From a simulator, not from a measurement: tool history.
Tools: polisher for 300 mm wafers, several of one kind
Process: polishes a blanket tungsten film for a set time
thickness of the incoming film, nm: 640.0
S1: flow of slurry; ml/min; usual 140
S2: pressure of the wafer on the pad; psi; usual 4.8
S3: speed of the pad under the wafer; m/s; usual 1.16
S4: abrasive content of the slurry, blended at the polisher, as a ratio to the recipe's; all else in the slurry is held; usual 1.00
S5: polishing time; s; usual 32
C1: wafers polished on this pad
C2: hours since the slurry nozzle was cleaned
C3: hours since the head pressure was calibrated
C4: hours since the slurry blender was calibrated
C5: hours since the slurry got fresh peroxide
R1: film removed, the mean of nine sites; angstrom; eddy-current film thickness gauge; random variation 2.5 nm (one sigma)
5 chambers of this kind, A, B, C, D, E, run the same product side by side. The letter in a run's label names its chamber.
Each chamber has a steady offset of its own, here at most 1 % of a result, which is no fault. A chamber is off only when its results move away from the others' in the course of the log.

run,day,S1,S2,S3,S4,S5,C1,C2,C3,C4,C5,R1
# day 0.246: chamber A: slurry blender recalibrated
1B,0.454,140,4.8,1.16,1.00,32,467,314.4,72.0,21.2,53.0,1963.1
# day 0.658: chamber C: worn pad replaced by a new one
2E,0.767,140,4.8,1.16,1.00,32,384,645.7,120.5,105.5,115.4,1900.3
3A,1.112,140,4.8,1.16,1.00,32,860,299.7,140.3,20.9,132.0,2025.1
# day 1.129: chamber D: worn pad replaced by a new one
# day 1.212: chamber E: slurry nozzle cleaned
4C,1.479,140,4.8,1.16,1.00,32,292,36.4,586.3,437.2,124.2,1975.5
# day 1.688: chamber B: slurry nozzle cleaned
5D,1.954,140,4.8,1.16,1.00,32,294,301.4,245.0,264.0,54.9,2019.7
# day 1.988: chamber A: worn pad replaced by a new one
6E,2.442,140,4.8,1.16,1.00,32,979,29.5,160.7,145.7,155.6,1941.0
# day 2.608: chamber B: worn pad replaced by a new one
# day 2.650: chamber E: worn pad replaced by a new one
# day 2.746: chamber C: slurry blender recalibrated
7C,2.800,140,4.8,0.88,1.00,43,761,68.1,618.0,1.3,155.9,2002.3
8A,3.267,140,4.8,0.88,1.00,43,455,351.4,192.0,72.6,183.7,2027.8
# day 3.412: chamber E: slurry blender recalibrated
# day 3.546: chamber D: slurry tank refilled with fresh slurry and peroxide
# day 3.621: chamber B: slurry tank refilled with fresh slurry and peroxide
9B,3.646,140,4.8,0.88,1.00,43,368,47.0,148.6,97.8,0.7,1984.3
10D,4.025,140,4.8,0.88,1.00,43,1030,351.1,294.7,313.7,11.6,1948.2
# day 4.158: chamber C: head pressure recalibrated
# day 4.208: chamber C: slurry tank refilled with fresh slurry and peroxide
# day 4.296: chamber E: slurry tank refilled with fresh slurry and peroxide
11C,4.342,140,4.8,0.88,1.00,43,1309,105.1,4.4,38.3,3.2,2044.6
# day 4.467: chamber C: worn pad replaced by a new one
12E,4.579,140,4.8,1.16,1.00,32,686,80.8,212.0,28.1,6.9,1969.0
# day 4.854: chamber A: slurry tank refilled with fresh slurry and peroxide
13D,4.867,140,4.8,1.16,1.00,32,1329,371.3,314.9,333.9,31.8,1885.8
# day 5.004: chamber D: worn pad replaced by a new one
14B,5.262,140,4.8,1.16,1.00,32,943,85.8,187.4,136.6,39.5,1986.1
15A,5.646,140,4.8,1.16,1.00,32,1300,408.5,249.1,129.7,19.0,1928.9
# day 5.771: chamber A: worn pad replaced by a new one
# day 5.892: chamber D: slurry nozzle cleaned
# day 5.896: chamber E: worn pad replaced by a new one
# day 6.142: chamber D: slurry blender recalibrated
16C,6.167,140,4.8,1.16,1.00,32,605,148.9,48.2,82.1,47.0,1966.4
# day 6.417: chamber B: worn pad replaced by a new one
17D,6.638,140,4.8,1.16,1.00,32,581,18.0,357.4,12.0,74.3,1976.2
18A,7.033,140,4.8,1.16,1.00,32,449,441.8,282.4,163.0,52.3,1941.3
# day 7.325: chamber A: slurry blender recalibrated
# day 7.342: chamber D: slurry tank refilled with fresh slurry and peroxide
19B,7.458,140,4.8,1.16,1.00,32,371,138.5,240.1,189.3,92.2,1926.6
# day 7.683: chamber D: head pressure recalibrated
20E,7.738,140,4.8,1.16,1.00,32,655,156.6,287.8,103.9,82.7,1947.4
21E,8.229,140,4.8,1.16,1.00,32,829,168.4,299.6,115.7,94.5,2002.1
# day 8.358: chamber D: worn pad replaced by a new one
# day 8.396: chamber C: worn pad replaced by a new one
# day 8.462: chamber A: slurry nozzle cleaned
22A,8.471,140,4.8,1.16,1.00,32,960,0.2,316.9,27.6,86.8,1933.8
# day 8.479: chamber B: slurry tank refilled with fresh slurry and peroxide
23B,8.808,140,4.8,1.16,1.00,32,850,170.9,272.5,221.7,7.9,2021.2
24D,9.146,140,4.8,1.16,1.00,32,280,78.2,35.1,72.2,43.4,2166.9
# day 9.479: chamber A: worn pad replaced by a new one
# day 9.546: chamber B: worn pad replaced by a new one
# day 9.638: chamber E: worn pad replaced by a new one
25C,9.646,140,4.8,1.16,1.00,32,444,232.4,131.7,165.6,130.5,1940.0
# day 9.912: chamber E: head pressure recalibrated
26D,10.088,140,4.8,1.00,1.25,32,615,100.8,57.7,94.8,66.0,1951.5
# day 10.200: chamber E: slurry blender recalibrated
# day 10.354: chamber B: slurry blender recalibrated
27B,10.521,140,4.8,1.00,1.25,32,347,212.0,313.6,4.0,49.0,1821.7
# day 10.592: chamber D: slurry tank refilled with fresh slurry and peroxide
28A,10.921,140,4.8,1.00,1.25,32,512,59.0,375.7,86.4,145.6,1814.1
29C,11.412,140,4.8,1.00,1.25,32,1072,274.8,174.1,208.0,172.9,1777.7
# day 11.446: chamber C: slurry tank refilled with fresh slurry and peroxide
# day 11.650: chamber D: worn pad replaced by a new one
# day 11.775: chamber E: slurry tank refilled with fresh slurry and peroxide
30E,11.838,140,4.8,1.00,1.25,32,782,255.0,46.2,39.4,1.6,1791.7
# day 11.904: chamber C: worn pad replaced by a new one
31A,12.358,140,4.8,1.16,1.00,32,1023,93.5,410.2,120.9,180.1,1984.4
32C,12.696,140,4.8,1.16,1.00,32,281,305.6,204.9,238.8,30.0,1934.1
# day 12.762: chamber A: worn pad replaced by a new one
# day 13.025: chamber B: worn pad replaced by a new one
33E,13.196,140,4.8,1.16,1.00,32,1265,287.6,78.8,72.0,34.2,1954.1
# day 13.354: chamber E: worn pad replaced by a new one
34D,13.454,140,4.8,1.16,1.00,32,641,181.6,138.5,175.6,68.7,2160.6
# day 13.738: chamber B: slurry tank refilled with fresh slurry and peroxide
35B,13.754,140,4.8,1.16,1.00,32,259,289.6,391.2,81.6,0.5,1940.4
# day 13.912: chamber A: slurry tank refilled with fresh slurry and peroxide
# day 14.267: chamber A: slurry blender recalibrated
36E,14.271,140,4.8,1.40,0.90,32,326,313.4,104.6,97.8,60.0,2367.6
# day 14.279: chamber D: slurry tank refilled with fresh slurry and peroxide
37D,14.642,140,4.8,1.40,0.90,32,1063,210.1,167.0,204.1,8.7,2582.0
38B,15.112,140,4.8,1.40,0.90,32,742,322.2,423.8,114.2,33.1,2326.8
39A,15.417,140,4.8,1.40,0.90,32,943,166.9,483.6,27.7,36.1,2298.7
# day 15.421: chamber D: worn pad replaced by a new one
# day 15.550: chamber C: worn pad replaced by a new one
40C,15.717,140,4.8,1.40,0.90,32,60,378.1,277.4,311.3,102.5,2260.1
41A,16.158,140,4.8,1.16,1.00,32,1207,184.7,501.4,45.5,53.9,1924.7
42D,16.467,140,4.8,1.16,1.00,32,373,253.9,210.8,247.9,52.5,2155.2
# day 16.504: chamber E: worn pad replaced by a new one
43E,16.712,140,4.8,1.16,1.00,32,74,372.0,163.2,156.4,118.6,1973.7
44C,17.125,140,4.8,1.16,1.00,32,561,411.9,311.2,345.1,136.3,1938.4

All 5 chambers run these settings next. Forecast each chamber's results:
45A,17.500,140,4.8,1.16,1.00,24,,,,,,?
45B,17.500,140,4.8,1.16,1.00,24,,,,,,?
45C,17.500,140,4.8,1.16,1.00,24,,,,,,?
45D,17.500,140,4.8,1.16,1.00,24,,,,,,?
45E,17.500,140,4.8,1.16,1.00,24,,,,,,?

run,R1
45A,1479.9
45B,1462.8
45C,1425.2
45D,1648.6
45E,1466.1

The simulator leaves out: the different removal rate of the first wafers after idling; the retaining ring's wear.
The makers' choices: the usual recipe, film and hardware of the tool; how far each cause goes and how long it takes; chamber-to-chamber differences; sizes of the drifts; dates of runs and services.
